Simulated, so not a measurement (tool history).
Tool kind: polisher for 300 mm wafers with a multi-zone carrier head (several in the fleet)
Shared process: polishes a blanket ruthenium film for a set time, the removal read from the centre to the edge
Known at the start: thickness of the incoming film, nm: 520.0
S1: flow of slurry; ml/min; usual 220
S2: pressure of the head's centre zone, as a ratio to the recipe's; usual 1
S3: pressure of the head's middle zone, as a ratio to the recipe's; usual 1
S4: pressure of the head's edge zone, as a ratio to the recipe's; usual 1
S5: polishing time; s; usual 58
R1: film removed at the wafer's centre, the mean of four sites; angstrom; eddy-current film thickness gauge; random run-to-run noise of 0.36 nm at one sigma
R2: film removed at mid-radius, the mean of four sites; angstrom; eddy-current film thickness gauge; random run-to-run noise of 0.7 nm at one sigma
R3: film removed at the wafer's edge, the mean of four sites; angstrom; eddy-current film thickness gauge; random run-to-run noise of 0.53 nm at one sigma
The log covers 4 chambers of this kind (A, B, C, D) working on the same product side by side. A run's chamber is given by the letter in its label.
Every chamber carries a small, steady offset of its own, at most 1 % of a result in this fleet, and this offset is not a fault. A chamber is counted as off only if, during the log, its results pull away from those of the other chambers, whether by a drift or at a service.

At hour 2.6: chamber A: worn pad replaced by a new one.
Run 1A, hour 4.7: usual settings. Result: R1 513.22 angstrom, R2 521.94 angstrom, R3 506.06 angstrom.
Run 2D, hour 11.6: usual settings. Result: R1 509.5 angstrom, R2 522.87 angstrom, R3 510.39 angstrom.
At hour 13.4: chamber A: edge zone pressure recalibrated.
Run 3C, hour 18.1: usual settings. Result: R1 507.71 angstrom, R2 507.93 angstrom, R3 512.85 angstrom.
Run 4B, hour 22.6: usual settings. Result: R1 513.34 angstrom, R2 502.93 angstrom, R3 506.66 angstrom.
At hour 23.2: chamber D: worn pad replaced by a new one.
Run 5B, hour 26.3: usual settings. Result: R1 510.98 angstrom, R2 501.43 angstrom, R3 514.9 angstrom.
Run 6D, hour 33.8: usual settings. Result: R1 510.67 angstrom, R2 514.72 angstrom, R3 519.05 angstrom.
Run 7C, hour 40.9: usual settings. Result: R1 512.34 angstrom, R2 516.29 angstrom, R3 508.99 angstrom.
Run 8A, hour 46.4: usual settings. Result: R1 507.16 angstrom, R2 516.37 angstrom, R3 515.6 angstrom.
Run 9C, hour 53.9: usual settings. Result: R1 510.32 angstrom, R2 521.7 angstrom, R3 512.4 angstrom.
Run 10D, hour 59.4: usual settings but S5 73 s. Result: R1 650.46 angstrom, R2 646.48 angstrom, R3 640.57 angstrom.
Run 11A, hour 66.5: usual settings but S5 73 s. Result: R1 643.36 angstrom, R2 630.47 angstrom, R3 639.27 angstrom.
At hour 70.9: chamber B: slurry nozzle cleaned.
Run 12B, hour 72.1: usual settings but S5 73 s. Result: R1 644.07 angstrom, R2 623.28 angstrom, R3 646.46 angstrom.
At hour 75.1: chamber A: worn pad replaced by a new one.
Run 13D, hour 78.7: usual settings but S5 73 s. Result: R1 634.71 angstrom, R2 654.98 angstrom, R3 638.46 angstrom.
Run 14A, hour 85.8: usual settings. Result: R1 505.14 angstrom, R2 522.52 angstrom, R3 506.03 angstrom.
Run 15C, hour 91.4: usual settings. Result: R1 501.54 angstrom, R2 508.06 angstrom, R3 502.12 angstrom.
Run 16B, hour 94.9: usual settings. Result: R1 520.54 angstrom, R2 510.71 angstrom, R3 506.96 angstrom.
Run 17A, hour 101.8: usual settings. Result: R1 510.72 angstrom, R2 527.26 angstrom, R3 512.76 angstrom.
Run 18B, hour 107.6: usual settings. Result: R1 512.18 angstrom, R2 513.04 angstrom, R3 521.12 angstrom.
Run 19D, hour 112.2: usual settings but S1 155 ml/min, S3 1.05. Result: R1 485.33 angstrom, R2 503.57 angstrom, R3 493.22 angstrom.
Run 20C, hour 116.8: usual settings but S1 155 ml/min, S3 1.05. Result: R1 455.96 angstrom, R2 495.46 angstrom, R3 473.93 angstrom.
Run 21B, hour 122.8: usual settings but S1 155 ml/min, S3 1.05. Result: R1 488.35 angstrom, R2 505.94 angstrom, R3 502.27 angstrom.
Run 22A, hour 126.9: usual settings but S1 155 ml/min, S3 1.05. Result: R1 477.02 angstrom, R2 498.72 angstrom, R3 489.66 angstrom.
Run 23C, hour 132.7: usual settings. Result: R1 485.09 angstrom, R2 504.73 angstrom, R3 494.76 angstrom.
Run 24D, hour 138.6: usual settings. Result: R1 514.27 angstrom, R2 517.96 angstrom, R3 509.06 angstrom.
At hour 141.5: chamber C: worn pad replaced by a new one.
At hour 142: chamber A: worn pad replaced by a new one.
Run 25D, hour 146.2: usual settings. Result: R1 509.31 angstrom, R2 502.3 angstrom, R3 512.44 angstrom.
Run 26C, hour 152.6: usual settings. Result: R1 486.68 angstrom, R2 491.56 angstrom, R3 493.91 angstrom.
Run 27B, hour 156.4: usual settings. Result: R1 510.82 angstrom, R2 494.98 angstrom, R3 514.16 angstrom.
At hour 161.7: chamber B: worn pad replaced by a new one.
Run 28A, hour 163: usual settings. Result: R1 506.99 angstrom, R2 507.36 angstrom, R3 507.16 angstrom.
Run 29D, hour 170.8: usual settings but S4 0.91. Result: R1 507.94 angstrom, R2 517.72 angstrom, R3 484.29 angstrom.
Run 30B, hour 175.6: usual settings but S4 0.91. Result: R1 511.93 angstrom, R2 513.85 angstrom, R3 493.86 angstrom.
At hour 178.1: chamber C: centre zone pressure recalibrated.
Run 31C, hour 180.4: usual settings but S4 0.91. Result: R1 475.31 angstrom, R2 475.45 angstrom, R3 455.91 angstrom.
Run 32A, hour 185.1: usual settings but S4 0.91. Result: R1 506.12 angstrom, R2 509.62 angstrom, R3 480.09 angstrom.

Which is it: a chamber that has drifted or been left off by a service, a gauge drift common to all chambers, or only each chamber's usual small offset? If a chamber is off, name it and its likeliest cause.

Little by little, chamber C moves away from the other chambers.
Likeliest cause: slurry flow missing at the pad, % = 33.1.

Here are 4 candidates for chamber C's next run, each the usual settings with a change, their results left as question marks. Which one brings its results back in line with what the others give on the usual settings?
A result is in line if it is within this distance of the other chambers' mean on the usual settings: R1 13 angstrom; R2 25 angstrom; R3 18 angstrom
Run 33C-1, hour 190.7: usual settings but S1 215 ml/min, S2 0.98, S3 0.99, S4 1.01, S5 55 s. Result: R1 ?, R2 ?, R3 ?.
Run 33C-2, hour 190.7: usual settings but S2 0.99, S5 57 s. Result: R1 ?, R2 ?, R3 ?.
Run 33C-3, hour 190.7: usual settings but S1 225 ml/min, S2 1.02, S3 1.01, S4 0.99, S5 61 s. Result: R1 ?, R2 ?, R3 ?.
Run 33C-4, hour 190.7: usual settings but S2 1.01, S5 59 s. Result: R1 ?, R2 ?, R3 ?.

On the usual settings, the other chambers give on average: R1 511.17 angstrom; R2 511.48 angstrom; R3 510.71 angstrom
  run      R1      R2      R3
33C-1  437.95  451.71  464.09
33C-2  461.38  474.65  479.97
33C-3  512.67  514.82  512.48
33C-4  488.09  491.25  496.81
Change 33C-3 lands the chamber within the allowed miss of the other chambers.
